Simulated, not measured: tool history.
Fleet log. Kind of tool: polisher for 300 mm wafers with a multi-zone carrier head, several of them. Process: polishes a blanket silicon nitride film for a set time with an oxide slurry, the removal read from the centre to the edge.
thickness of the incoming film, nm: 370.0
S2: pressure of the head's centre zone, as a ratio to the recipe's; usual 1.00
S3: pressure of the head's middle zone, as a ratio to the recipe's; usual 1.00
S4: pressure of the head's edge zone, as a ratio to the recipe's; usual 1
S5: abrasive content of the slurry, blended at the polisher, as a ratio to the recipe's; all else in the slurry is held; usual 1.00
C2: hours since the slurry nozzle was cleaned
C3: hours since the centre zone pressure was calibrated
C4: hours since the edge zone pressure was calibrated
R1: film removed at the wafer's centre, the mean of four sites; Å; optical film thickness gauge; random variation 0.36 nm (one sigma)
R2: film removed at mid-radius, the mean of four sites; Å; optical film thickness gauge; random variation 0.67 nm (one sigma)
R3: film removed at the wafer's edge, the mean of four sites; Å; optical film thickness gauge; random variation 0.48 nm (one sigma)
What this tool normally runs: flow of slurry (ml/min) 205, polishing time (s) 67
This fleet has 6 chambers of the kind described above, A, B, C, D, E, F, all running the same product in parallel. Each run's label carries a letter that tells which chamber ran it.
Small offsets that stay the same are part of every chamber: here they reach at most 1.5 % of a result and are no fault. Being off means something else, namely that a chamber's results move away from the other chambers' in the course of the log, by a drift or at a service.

At hour 1.6: chamber B: worn pad replaced by a new one.
Run 1A, hour 8.8: usual settings; wafers polished on this pad 405; C2 546.2; C3 1306.8; C4 97.5. Result: R1 540.15 Å, R2 545.48 Å, R3 549.78 Å.
Run 2F, hour 13.0: usual settings; wafers polished on this pad 1197; C2 415.9; C3 115.6; C4 610.4. Result: R1 552.65 Å, R2 540.11 Å, R3 548.29 Å.
At hour 13.8: chamber E: edge zone pressure recalibrated.
At hour 14.5: chamber D: worn pad replaced by a new one.
Run 3C, hour 21.8: usual settings; wafers polished on this pad 489; C2 498.5; C3 1068.7; C4 208.3. Result: R1 552.00 Å, R2 549.90 Å, R3 557.25 Å.
Run 4B, hour 28.6: usual settings; wafers polished on this pad 311; C2 564.9; C3 991.8; C4 466.5. Result: R1 545.39 Å, R2 546.05 Å, R3 546.82 Å.
Run 5E, hour 32.9: usual settings; wafers polished on this pad 560; C2 87.0; C3 259.5; C4 19.1. Result: R1 554.12 Å, R2 541.79 Å, R3 549.95 Å.
At hour 36.8: chamber F: worn pad replaced by a new one.
Run 6D, hour 39.4: usual settings; wafers polished on this pad 286; C2 114.1; C3 423.3; C4 733.7. Result: R1 545.37 Å, R2 548.14 Å, R3 553.76 Å.
At hour 42.3: chamber B: centre zone pressure recalibrated.
Run 7A, hour 48.7: usual settings but S5 1.15; wafers polished on this pad 863; C2 586.1; C3 1346.7; C4 137.4. Result: R1 578.74 Å, R2 575.08 Å, R3 594.13 Å.
At hour 49.0: chamber E: worn pad replaced by a new one.
At hour 53.0: chamber B: worn pad replaced by a new one.
Run 8C, hour 55.2: usual settings but S5 1.15; wafers polished on this pad 873; C2 531.9; C3 1102.1; C4 241.7. Result: R1 577.75 Å, R2 579.59 Å, R3 580.26 Å.
Run 9D, hour 61.0: usual settings but S5 1.15; wafers polished on this pad 535; C2 135.7; C3 444.9; C4 755.3. Result: R1 577.71 Å, R2 579.97 Å, R3 588.78 Å.
Run 10F, hour 70.0: usual settings but S5 1.15; wafers polished on this pad 382; C2 472.9; C3 172.6; C4 667.4. Result: R1 577.79 Å, R2 568.52 Å, R3 573.74 Å.
Run 11E, hour 79.2: usual settings but S5 1.15; wafers polished on this pad 347; C2 133.3; C3 305.8; C4 65.4. Result: R1 583.62 Å, R2 592.38 Å, R3 583.77 Å.
At hour 84.9: chamber A: slurry nozzle cleaned.
At hour 87.1: chamber A: worn pad replaced by a new one.
Run 12B, hour 87.3: usual settings but S5 1.15; wafers polished on this pad 394; C2 623.6; C3 45.1; C4 525.2. Result: R1 577.61 Å, R2 590.96 Å, R3 575.82 Å.
At hour 88.2: chamber D: worn pad replaced by a new one.
Run 13F, hour 91.4: usual settings; wafers polished on this pad 628; C2 494.3; C3 194.0; C4 688.8. Result: R1 547.42 Å, R2 545.41 Å, R3 548.43 Å.
Run 14A, hour 98.9: usual settings but S3 1.04; wafers polished on this pad 136; C2 14.0; C3 1396.9; C4 187.6. Result: R1 548.47 Å, R2 568.19 Å, R3 550.28 Å.
At hour 101.7: chamber C: worn pad replaced by a new one.
At hour 102.5: chamber B: worn pad replaced by a new one.
Run 15D, hour 104.5: usual settings but S3 1.04; wafers polished on this pad 187; C2 179.2; C3 488.4; C4 798.8. Result: R1 542.16 Å, R2 563.77 Å, R3 546.32 Å.
Run 16C, hour 111.8: usual settings but S3 1.04; wafers polished on this pad 117; C2 588.5; C3 1158.7; C4 298.3. Result: R1 546.59 Å, R2 556.06 Å, R3 549.51 Å.
At hour 116.3: chamber A: centre zone pressure recalibrated.
Run 17B, hour 119.0: usual settings but S3 1.04; wafers polished on this pad 190; C2 655.3; C3 76.8; C4 556.9. Result: R1 548.95 Å, R2 571.81 Å, R3 534.46 Å.
At hour 121.7: chamber E: worn pad replaced by a new one.
Run 18E, hour 125.5: usual settings but S3 1.04; wafers polished on this pad 44; C2 179.6; C3 352.1; C4 111.7. Result: R1 543.47 Å, R2 569.72 Å, R3 553.61 Å.
Run 19D, hour 132.4: usual settings but S3 1.04; wafers polished on this pad 508; C2 207.1; C3 516.3; C4 826.7. Result: R1 541.44 Å, R2 572.28 Å, R3 545.33 Å.
At hour 132.7: chamber C: edge zone pressure recalibrated.
Run 20C, hour 141.8: usual settings; wafers polished on this pad 462; C2 618.5; C3 1188.7; C4 9.1. Result: R1 548.59 Å, R2 549.66 Å, R3 540.04 Å.
Run 21E, hour 148.2: usual settings; wafers polished on this pad 305; C2 202.3; C3 374.8; C4 134.4. Result: R1 543.97 Å, R2 553.31 Å, R3 545.49 Å.
Run 22A, hour 152.8: usual settings; wafers polished on this pad 756; C2 67.9; C3 36.6; C4 241.5. Result: R1 545.34 Å, R2 543.70 Å, R3 552.71 Å.
At hour 152.9: chamber B: worn pad replaced by a new one.
At hour 159.1: chamber F: worn pad replaced by a new one.
At hour 159.8: chamber E: centre zone pressure recalibrated.
Run 23F, hour 160.0: usual settings but S2 0.88; wafers polished on this pad 11; C2 562.9; C3 262.6; C4 757.4. Result: R1 476.86 Å, R2 541.45 Å, R3 543.65 Å.
At hour 168.9: chamber B: slurry nozzle cleaned.
Run 24B, hour 169.1: usual settings but S2 0.88; wafers polished on this pad 186; C2 0.2; C3 126.9; C4 607.0. Result: R1 479.47 Å, R2 542.67 Å, R3 542.98 Å.
At hour 174.4: chamber A: worn pad replaced by a new one.
At hour 175.6: chamber D: worn pad replaced by a new one.
Run 25E, hour 175.6: usual settings but S2 0.88; wafers polished on this pad 620; C2 229.7; C3 15.9; C4 161.8. Result: R1 480.19 Å, R2 555.97 Å, R3 549.53 Å.
Run 26D, hour 181.9: usual settings but S2 0.88; wafers polished on this pad 73; C2 256.6; C3 565.8; C4 876.2. Result: R1 469.91 Å, R2 551.76 Å, R3 556.15 Å.
Run 27A, hour 190.4: usual settings but S2 0.88; wafers polished on this pad 184; C2 105.5; C3 74.2; C4 279.1. Result: R1 474.09 Å, R2 530.51 Å, R3 546.55 Å.
At hour 193.6: chamber D: slurry nozzle cleaned.
At hour 196.1: chamber E: worn pad replaced by a new one.
Run 28F, hour 197.2: usual settings but S2 0.88; wafers polished on this pad 438; C2 600.1; C3 299.8; C4 794.6. Result: R1 471.68 Å, R2 553.95 Å, R3 544.86 Å.
Run 29B, hour 204.9: usual settings; wafers polished on this pad 597; C2 36.0; C3 162.7; C4 642.8. Result: R1 540.98 Å, R2 536.69 Å, R3 549.29 Å.
Run 30C, hour 211.3: usual settings; wafers polished on this pad 1261; C2 688.0; C3 1258.2; C4 78.6. Result: R1 542.69 Å, R2 558.12 Å, R3 554.22 Å.
At hour 213.6: chamber C: centre zone pressure recalibrated.
At hour 214.1: chamber B: worn pad replaced by a new one.
At hour 215.7: chamber C: worn pad replaced by a new one.
Run 31A, hour 215.7: usual settings; wafers polished on this pad 474; C2 130.8; C3 99.5; C4 304.4. Result: R1 550.91 Å, R2 552.72 Å, R3 548.22 Å.
Run 32D, hour 221.5: usual settings but S3 0.96; wafers polished on this pad 528; C2 27.9; C3 605.4; C4 915.8. Result: R1 541.64 Å, R2 541.33 Å, R3 545.79 Å.
Run 33B, hour 227.7: usual settings but S3 0.96; wafers polished on this pad 156; C2 58.8; C3 185.5; C4 665.6. Result: R1 542.29 Å, R2 536.94 Å, R3 545.97 Å.
Run 34F, hour 232.2: usual settings but S3 0.96; wafers polished on this pad 841; C2 635.1; C3 334.8; C4 829.6. Result: R1 551.88 Å, R2 527.90 Å, R3 544.42 Å.
Run 35C, hour 237.2: usual settings but S3 0.96; wafers polished on this pad 247; C2 713.9; C3 23.7; C4 104.5. Result: R1 548.36 Å, R2 525.39 Å, R3 553.32 Å.
At hour 238.9: chamber F: edge zone pressure recalibrated.
Run 36E, hour 243.3: usual settings but S3 0.96; wafers polished on this pad 542; C2 297.4; C3 83.6; C4 229.5. Result: R1 544.95 Å, R2 526.25 Å, R3 553.75 Å.
Run 37A, hour 248.3: usual settings but S3 0.96; wafers polished on this pad 849; C2 163.4; C3 132.1; C4 337.0. Result: R1 549.23 Å, R2 534.93 Å, R3 555.21 Å.
Run 38D, hour 254.9: usual settings; wafers polished on this pad 912; C2 61.3; C3 638.8; C4 949.2. Result: R1 542.38 Å, R2 550.08 Å, R3 560.32 Å.
Run 39E, hour 260.8: usual settings; wafers polished on this pad 744; C2 314.9; C3 101.1; C4 247.0. Result: R1 547.32 Å, R2 553.32 Å, R3 554.40 Å.
At hour 268.1: chamber B: worn pad replaced by a new one.
Run 40F, hour 270.1: usual settings; wafers polished on this pad 1276; C2 673.0; C3 372.7; C4 31.3. Result: R1 549.16 Å, R2 543.44 Å, R3 553.85 Å.
Run 41B, hour 279.2: usual settings; wafers polished on this pad 128; C2 110.3; C3 237.0; C4 717.1. Result: R1 549.16 Å, R2 549.90 Å, R3 550.32 Å.

For the next run the whole fleet of 6 chambers uses the same settings. Give each chamber's results:
Run 42A, hour 286.1: usual settings but polishing time (s) 79. Result: R1 ?, R2 ?, R3 ?.
Run 42B, hour 286.1: usual settings but polishing time (s) 79. Result: R1 ?, R2 ?, R3 ?.
Run 42C, hour 286.1: usual settings but polishing time (s) 79. Result: R1 ?, R2 ?, R3 ?.
Run 42D, hour 286.1: usual settings but polishing time (s) 79. Result: R1 ?, R2 ?, R3 ?.
Run 42E, hour 286.1: usual settings but polishing time (s) 79. Result: R1 ?, R2 ?, R3 ?.
Run 42F, hour 286.1: usual settings but polishing time (s) 79. Result: R1 ?, R2 ?, R3 ?.

run      R1      R2      R3
42A  637.89  649.84  648.21
42B  647.60  643.54  648.88
42C  646.99  646.23  655.77
42D  639.44  660.12  650.10
42E  648.20  654.30  648.36
42F  643.65  636.98  655.30
